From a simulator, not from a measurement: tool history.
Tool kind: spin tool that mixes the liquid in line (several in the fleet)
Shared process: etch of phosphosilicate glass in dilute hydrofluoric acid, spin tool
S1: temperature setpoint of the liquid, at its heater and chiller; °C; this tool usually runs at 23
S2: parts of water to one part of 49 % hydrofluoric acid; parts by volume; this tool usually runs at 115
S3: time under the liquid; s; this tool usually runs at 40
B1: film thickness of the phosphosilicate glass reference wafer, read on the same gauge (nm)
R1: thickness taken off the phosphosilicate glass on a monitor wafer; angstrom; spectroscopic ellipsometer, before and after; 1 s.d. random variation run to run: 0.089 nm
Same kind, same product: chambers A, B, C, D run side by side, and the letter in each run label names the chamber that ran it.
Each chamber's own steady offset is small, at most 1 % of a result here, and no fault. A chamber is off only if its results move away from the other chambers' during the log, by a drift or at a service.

{"run": "1B", "hour": 2.4, "S1": 23, "S2": 115, "S3": 40, "B1": 39.996, "R1": 195.9}
{"run": "2D", "hour": 5.4, "S1": 23, "S2": 115, "S3": 40, "B1": 40.014, "R1": 196.93}
{"run": "3A", "hour": 9.8, "S1": 23, "S2": 115, "S3": 40, "B1": 40.005, "R1": 198.99}
{"run": "4C", "hour": 12.1, "S1": 23, "S2": 115, "S3": 40, "B1": 40.01, "R1": 196.19}
{"run": "5A", "hour": 17.0, "S1": 23, "S2": 115, "S3": 40, "B1": 40.045, "R1": 198.59}
{"run": "6D", "hour": 21.9, "S1": 23, "S2": 115, "S3": 40, "B1": 39.951, "R1": 197.36}
{"run": "7C", "hour": 24.7, "S1": 23, "S2": 115, "S3": 40, "B1": 40.013, "R1": 196.42}
{"run": "8B", "hour": 27.3, "S1": 23, "S2": 115, "S3": 40, "B1": 39.989, "R1": 198.54}
{"run": "9C", "hour": 31.8, "S1": 23, "S2": 115, "S3": 40, "B1": 39.995, "R1": 196.38}
{"run": "10D", "hour": 36.3, "S1": 23, "S2": 60, "S3": 40, "B1": 40.009, "R1": 410.92}
{"run": "11A", "hour": 38.7, "S1": 23, "S2": 60, "S3": 40, "B1": 40.023, "R1": 408.29}
{"run": "12B", "hour": 42.0, "S1": 23, "S2": 60, "S3": 40, "B1": 40, "R1": 404.44}
{"run": "13C", "hour": 45.6, "S1": 23, "S2": 60, "S3": 40, "B1": 39.96, "R1": 398.35}
{"run": "14D", "hour": 47.9, "S1": 23, "S2": 115, "S3": 40, "B1": 39.989, "R1": 197.67}
{"run": "15B", "hour": 51.2, "S1": 23, "S2": 115, "S3": 40, "B1": 40.036, "R1": 196.45}
{"run": "16A", "hour": 54.8, "S1": 23, "S2": 115, "S3": 40, "B1": 40.015, "R1": 200.43}
{"run": "17C", "hour": 57.8, "S1": 23, "S2": 115, "S3": 40, "B1": 39.996, "R1": 197.39}
{"run": "18A", "hour": 59.9, "S1": 23, "S2": 115, "S3": 40, "B1": 39.993, "R1": 199.31}
{"run": "19D", "hour": 63.7, "S1": 23, "S2": 115, "S3": 40, "B1": 39.983, "R1": 198.04}
{"run": "20B", "hour": 68.6, "S1": 25, "S2": 115, "S3": 40, "B1": 39.992, "R1": 210.77}
{"run": "21B", "hour": 73.4, "S1": 25, "S2": 115, "S3": 40, "B1": 40.01, "R1": 208.21}
{"run": "22C", "hour": 75.9, "S1": 25, "S2": 115, "S3": 40, "B1": 39.997, "R1": 212.63}
{"run": "23A", "hour": 78.7, "S1": 25, "S2": 115, "S3": 40, "B1": 40.004, "R1": 214.96}
{"hour": 80.3, "done": "chamber D: thermometer replaced"}
{"run": "24D", "hour": 82.2, "S1": 23, "S2": 115, "S3": 40, "B1": 40.036, "R1": 198.69}
{"run": "25B", "hour": 86.4, "S1": 23, "S2": 115, "S3": 40, "B1": 39.999, "R1": 192.09}
{"run": "26D", "hour": 88.6, "S1": 23, "S2": 115, "S3": 40, "B1": 40.005, "R1": 198.05}
{"run": "27C", "hour": 91.8, "S1": 23, "S2": 115, "S3": 40, "B1": 39.963, "R1": 196.33}
{"run": "28A", "hour": 96.6, "S1": 23, "S2": 115, "S3": 40, "B1": 40.016, "R1": 198.82}
{"run": "29B", "hour": 99.2, "S1": 23, "S2": 115, "S3": 40, "B1": 40.001, "R1": 189.66}
{"run": "30D", "hour": 102.6, "S1": 26, "S2": 140, "S3": 40, "B1": 40.013, "R1": 177.2}

Is one chamber out of step, is the gauge drifting, or do the chambers differ by no more than their own small offsets? For an off chamber, give its letter and the likeliest cause.

Little by little, chamber B moves away from the other chambers.
Cause: liquid colder than its thermometer reads (K) = 1.14.
The log might look much the same if the cause were instead: hydrofluoric acid flow below the setpoint (%).

Here are 4 candidates for chamber B's next run, each the usual settings with a change, their results left as question marks. Which one brings its results back in line with what the others give on the usual settings?
In-line tolerance around the mean of the other chambers on the usual settings: R1 3.1 angstrom
{"run": "31B-1", "hour": 106.1, "S1": 23, "S2": 110, "S3": 40, "R1": "?"}
{"run": "31B-2", "hour": 106.1, "S1": 25, "S2": 115, "S3": 40, "R1": "?"}
{"run": "31B-3", "hour": 106.1, "S1": 21, "S2": 115, "S3": 40, "R1": "?"}
{"run": "31B-4", "hour": 106.1, "S1": 23, "S2": 120, "S3": 40, "R1": "?"}

Usual-settings mean across the other chambers: R1 197.62 angstrom
run=31B-1 R1=197.47
run=31B-2 R1=203.07
run=31B-3 R1=173.47
run=31B-4 R1=178.97
Change 31B-1 lands the chamber within the allowed miss of the other chambers.

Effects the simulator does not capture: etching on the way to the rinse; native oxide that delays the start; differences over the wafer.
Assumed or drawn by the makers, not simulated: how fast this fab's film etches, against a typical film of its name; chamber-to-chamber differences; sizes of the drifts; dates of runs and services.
